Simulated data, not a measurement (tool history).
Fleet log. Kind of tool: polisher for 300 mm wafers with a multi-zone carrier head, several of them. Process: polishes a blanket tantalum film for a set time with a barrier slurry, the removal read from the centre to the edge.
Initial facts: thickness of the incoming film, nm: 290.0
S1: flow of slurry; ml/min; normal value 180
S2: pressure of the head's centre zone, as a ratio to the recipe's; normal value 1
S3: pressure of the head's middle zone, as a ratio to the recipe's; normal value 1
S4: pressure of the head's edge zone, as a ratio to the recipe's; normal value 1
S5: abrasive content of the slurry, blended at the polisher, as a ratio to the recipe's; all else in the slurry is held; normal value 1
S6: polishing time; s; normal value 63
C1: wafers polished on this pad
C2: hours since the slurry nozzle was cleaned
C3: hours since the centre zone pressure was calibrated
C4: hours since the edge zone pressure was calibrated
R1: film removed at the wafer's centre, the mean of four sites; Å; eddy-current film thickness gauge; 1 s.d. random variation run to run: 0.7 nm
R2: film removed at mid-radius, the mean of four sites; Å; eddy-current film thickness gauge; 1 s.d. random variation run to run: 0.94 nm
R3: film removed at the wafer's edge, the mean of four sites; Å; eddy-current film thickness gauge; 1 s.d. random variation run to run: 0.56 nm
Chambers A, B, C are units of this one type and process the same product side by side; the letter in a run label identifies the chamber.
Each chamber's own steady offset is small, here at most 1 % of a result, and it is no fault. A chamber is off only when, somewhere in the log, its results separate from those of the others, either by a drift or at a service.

run    day   S1  S2    S3  S4  S5  S6    C1     C2      C3     C4      R1      R2      R3
     0.112  -- chamber A: worn pad replaced by a new one
 1B    0.2  180   1     1   1   1  63   610  439.4   642.3  126.5   930.8  920.23  916.74
 2A   0.35  180   1     1   1   1  63    59  110.9  1134.7  666.7  930.04  932.35  922.03
     0.362  -- chamber B: centre zone pressure recalibrated
 3C  0.454  180   1     1   1   1  63   688  488.7   125.3  373.7  924.93  893.02  926.44
 4A    0.6  180   1     1   1   1  63   121  116.9  1140.7  672.7  919.72  934.23  941.16
 5B  0.754  180   1     1   1   1  63   748  452.7     9.5  139.8  931.24  927.59  911.32
 6C  0.858  180   1     1   1   1  63   788  498.4     135  383.4  920.49  922.54  930.24
 7A  1.029  180   1     1   1   1  63   228  127.2    1151    683  922.68  934.69  931.23
 8C  1.146  180   1     1   1   1  63   860  505.3   141.9  390.3  912.85  911.65  927.95
 9B  1.333  180   1     1   1   1  63   892  466.6    23.4  153.7  910.56  895.88   909.5
     1.379  -- chamber C: worn pad replaced by a new one
10A    1.5  180   1  0.96   1   1  63   346  138.5  1162.3  694.3   916.7  893.59   923.9
11C  1.662  180   1  0.96   1   1  63    70  517.7   154.3  402.7  930.94  901.13  923.12
12B  1.754  180   1  0.96   1   1  63   997  476.7    33.5  163.8  914.41  897.03  906.02
13A   1.85  180   1     1   1   1  63   433  146.9  1170.7  702.7  933.35  933.44  936.58
14B  1.988  180   1     1   1   1  63  1055  482.3    39.1  169.4  910.24  884.97  903.44
15C  2.146  180   1     1   1   1  63   191  529.3   165.9  414.3  920.71  923.46  927.83
16B  2.325  180   1     1   1   1  63  1139  490.4    47.2  177.5  900.21  896.42  895.06
17C  2.517  180   1     1   1   1  63   283  538.2   174.8  423.2  925.05  905.12  923.44
18A  2.708  180   1     1   1   1  63   647  167.5  1191.3  723.3  921.19  923.44  933.39
     2.771  -- chamber B: worn pad replaced by a new one
19C  2.842  180   1     1   1   1  63   364    546   182.6    431  913.27  924.91  918.46
20A  2.942  180   1     1   1   1  63   705  173.1  1196.9  728.9  934.44  935.96  930.14
21B    3.1  180   1     1   1   1  63    82    509    65.8  196.1  869.43  873.44  883.38
22A  3.271  180   1     1   1   1  63   787    181  1204.8  736.8   924.8  922.54  931.14
23C  3.362  180   1     1   1   1  63   494  558.5   195.1  443.5  933.22  932.04  928.96
24B    3.5  180   1     1   1   1  63   182  518.6    75.4  205.7  852.81  859.63  875.43
25C  3.696  180   1     1   1   1  63   577  566.5   203.1  451.5  918.82  914.63  923.35
26B  3.892  180   1     1   1   1  63   279    528    84.8  215.1  850.52     846  861.67

Does one chamber stand apart from the rest, does the shared gauge drift, or is all well apart from small per-chamber offsets? Give the chamber and the most likely cause, where there is one.

Little by little, chamber B moves away from the other chambers.
Likeliest cause: slurry flow missing at the pad, % = 34.7.

Here are 4 candidates for chamber B's next run, each the usual settings with a change, their results left as question marks. Which one brings its results back in line with what the others give on the usual settings?
To be in line, a result may differ from the other chambers' mean on the usual settings by at most: R1 25 Å; R2 33 Å; R3 20 Å
27B-1  4.038  175  0.99  0.99     1   1  59                   ?   ?   ?
27B-2  4.038  175  0.99  0.99  1.01   1  61                   ?   ?   ?
27B-3  4.038  185  1.01  1.01     1   1  68                   ?   ?   ?
27B-4  4.038  185  1.01  1.01  0.99   1  65                   ?   ?   ?

The other chambers' mean on the usual settings: R1 921.6 Å; R2 924.4 Å; R3 928.84 Å
  run      R1      R2      R3
27B-1  774.23   777.1  802.46
27B-2  800.48  803.43  833.97
27B-3  926.88  924.87  933.53
27B-4  885.99  884.08   887.7
It is 27B-3 that realigns the chamber with its peers.
